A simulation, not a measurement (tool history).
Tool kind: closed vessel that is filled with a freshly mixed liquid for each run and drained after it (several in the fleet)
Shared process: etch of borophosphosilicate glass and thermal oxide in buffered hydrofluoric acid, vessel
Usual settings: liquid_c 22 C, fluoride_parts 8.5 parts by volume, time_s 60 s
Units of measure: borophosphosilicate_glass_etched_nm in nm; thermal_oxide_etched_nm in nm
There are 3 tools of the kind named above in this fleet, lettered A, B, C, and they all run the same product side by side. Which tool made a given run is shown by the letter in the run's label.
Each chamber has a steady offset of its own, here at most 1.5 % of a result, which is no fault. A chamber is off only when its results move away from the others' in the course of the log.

| run | hour | liquid_c | fluoride_parts | time_s | read-back film thickness of the borophosphosilicate glass reference wafer, read on the same gauge (nm) | read-back film thickness of the thermal oxide reference wafer, read on the same gauge (nm) | borophosphosilicate_glass_etched_nm | thermal_oxide_etched_nm |
|---|---|---|---|---|---|---|---|---|
| 1C | 8.5 | 22 | 8.5 | 60 | 129.99 | 129.98 | 101.48 | 71.879 |
| 2A | 17.5 | 22 | 8.5 | 60 | 130.03 | 130.05 | 100.48 | 71.858 |
| 3B | 23.2 | 22 | 8.5 | 60 | 130 | 130 | 102.71 | 72.843 |
| 4C | 29.2 | 22 | 8.5 | 60 | 129.97 | 129.98 | 101.91 | 72.298 |
| 5B | 38.7 | 22 | 8.5 | 60 | 130.02 | 130.02 | 101.71 | 72.573 |
| 6A | 46.2 | 22 | 8.5 | 60 | 129.99 | 130.01 | 101.05 | 71.784 |
| 7B | 55.8 | 22 | 8.5 | 60 | 130.01 | 130.03 | 102 | 72.522 |
| 8A | 65.8 | 22 | 8.5 | 60 | 130.02 | 129.99 | 101.17 | 71.836 |
| 9C | 74 | 22 | 8.5 | 60 | 129.99 | 130 | 101.45 | 71.735 |
| 10B | 82 | 22 | 8.5 | 60 | 130.01 | 130.01 | 102.17 | 73.264 |
| 11A | 87 | 22 | 8.5 | 60 | 129.99 | 129.94 | 101.13 | 71.757 |
| 12C | 95.1 | 22 | 8.5 | 60 | 130 | 129.99 | 101.1 | 72.387 |
| 13C | 101.5 | 22 | 8.5 | 60 | 129.98 | 130.04 | 101.82 | 71.717 |
| 14A | 108.5 | 22 | 8.5 | 60 | 129.97 | 129.93 | 100.6 | 71.8 |
| 15B | 116.2 | 22 | 8.5 | 60 | 130.01 | 129.99 | 102.52 | 71.797 |
| 16A | 121.9 | 22 | 8.5 | 60 | 130.03 | 129.96 | 101.1 | 71.391 |
| 17C | 129.3 | 22 | 5.5 | 60 | 130.01 | 130.01 | 155.75 | 110.77 |
| 18B | 135.5 | 22 | 5.5 | 60 | 130.05 | 130.04 | 157.92 | 110.85 |
|  | 138.2 | chamber A: thermometer replaced |
| 19A | 146.3 | 22 | 5.5 | 60 | 130.02 | 129.92 | 154.4 | 108.39 |
|  | 149.1 | chamber B: hydrofluoric acid flow meter replaced |
| 20C | 155.6 | 22 | 8.5 | 30 | 130.02 | 130 | 50.974 | 36.736 |
| 21B | 163.3 | 22 | 8.5 | 30 | 129.99 | 129.98 | 51.229 | 36.247 |
| 22C | 170.9 | 22 | 8.5 | 30 | 130.01 | 130.01 | 50.615 | 35.914 |
| 23B | 178.3 | 22 | 8.5 | 60 | 130.01 | 130.01 | 103.13 | 72.255 |
| 24A | 187.2 | 22 | 8.5 | 60 | 130.02 | 130.06 | 100.91 | 70.199 |
| 25A | 194.6 | 22 | 8.5 | 60 | 129.99 | 129.96 | 101.13 | 70.86 |
| 26B | 201.2 | 22 | 8.5 | 60 | 130.02 | 130.05 | 102.49 | 72.395 |
| 27C | 212.7 | 22 | 8.5 | 60 | 130.01 | 129.97 | 101.47 | 71.95 |
| 28C | 217.9 | 22 | 8.5 | 60 | 130.01 | 129.98 | 101.55 | 72.528 |
| 29A | 223.6 | 22 | 8.5 | 60 | 129.99 | 130.01 | 101.03 | 72.593 |
| 30B | 234.2 | 22 | 8.5 | 60 | 130 | 130.01 | 102.15 | 71.924 |
| 31C | 242.1 | 22 | 8.5 | 60 | 129.98 | 130.04 | 101.15 | 71.809 |
| 32A | 247.5 | 22 | 8.5 | 60 | 130.03 | 129.98 | 100.73 | 71.993 |
|  | 249.6 | chamber B: thermometer replaced |
| 33B | 254.5 | 22 | 8.5 | 60 | 130 | 130 | 102.27 | 72.618 |
| 34C | 263.9 | 22 | 8.5 | 60 | 129.98 | 130.01 | 101.7 | 72.085 |
| 35B | 271.6 | 22 | 8.5 | 60 | 130.03 | 129.95 | 102.44 | 71.756 |
| 36A | 281.6 | 22 | 8.5 | 60 | 130.02 | 130.03 | 100.87 | 71.616 |
| 37C | 293 | 22 | 8.5 | 60 | 129.98 | 130 | 101.37 | 71.384 |
| 38B | 298.1 | 22 | 8.5 | 60 | 129.98 | 129.99 | 103.32 | 72.183 |
| 39A | 304.5 | 22 | 8.5 | 60 | 130.01 | 130 | 100.93 | 71.861 |
| 40B | 312.8 | 22 | 8.5 | 60 | 130.02 | 130.01 | 103.06 | 72.348 |
| 41A | 320.6 | 22 | 8.5 | 60 | 130.01 | 129.98 | 100.43 | 71.089 |
| 42C | 331.5 | 22 | 8.5 | 60 | 129.98 | 130.01 | 101.54 | 71.807 |
| 43A | 337.2 | 22 | 8.5 | 60 | 129.99 | 130.01 | 100.71 | 71.452 |
| 44C | 348.4 | 25 | 7 | 60 | 129.98 | 130.02 | 147.52 | 105.45 |

Decide between three cases: one chamber stands off from its peers, the gauge reading all wafers drifts, or nothing is wrong past each chamber's small offset. Where a chamber is off, say which and what most likely put it there.

All chambers stay in line apart from their small fixed offsets, and the gauge does not drift.
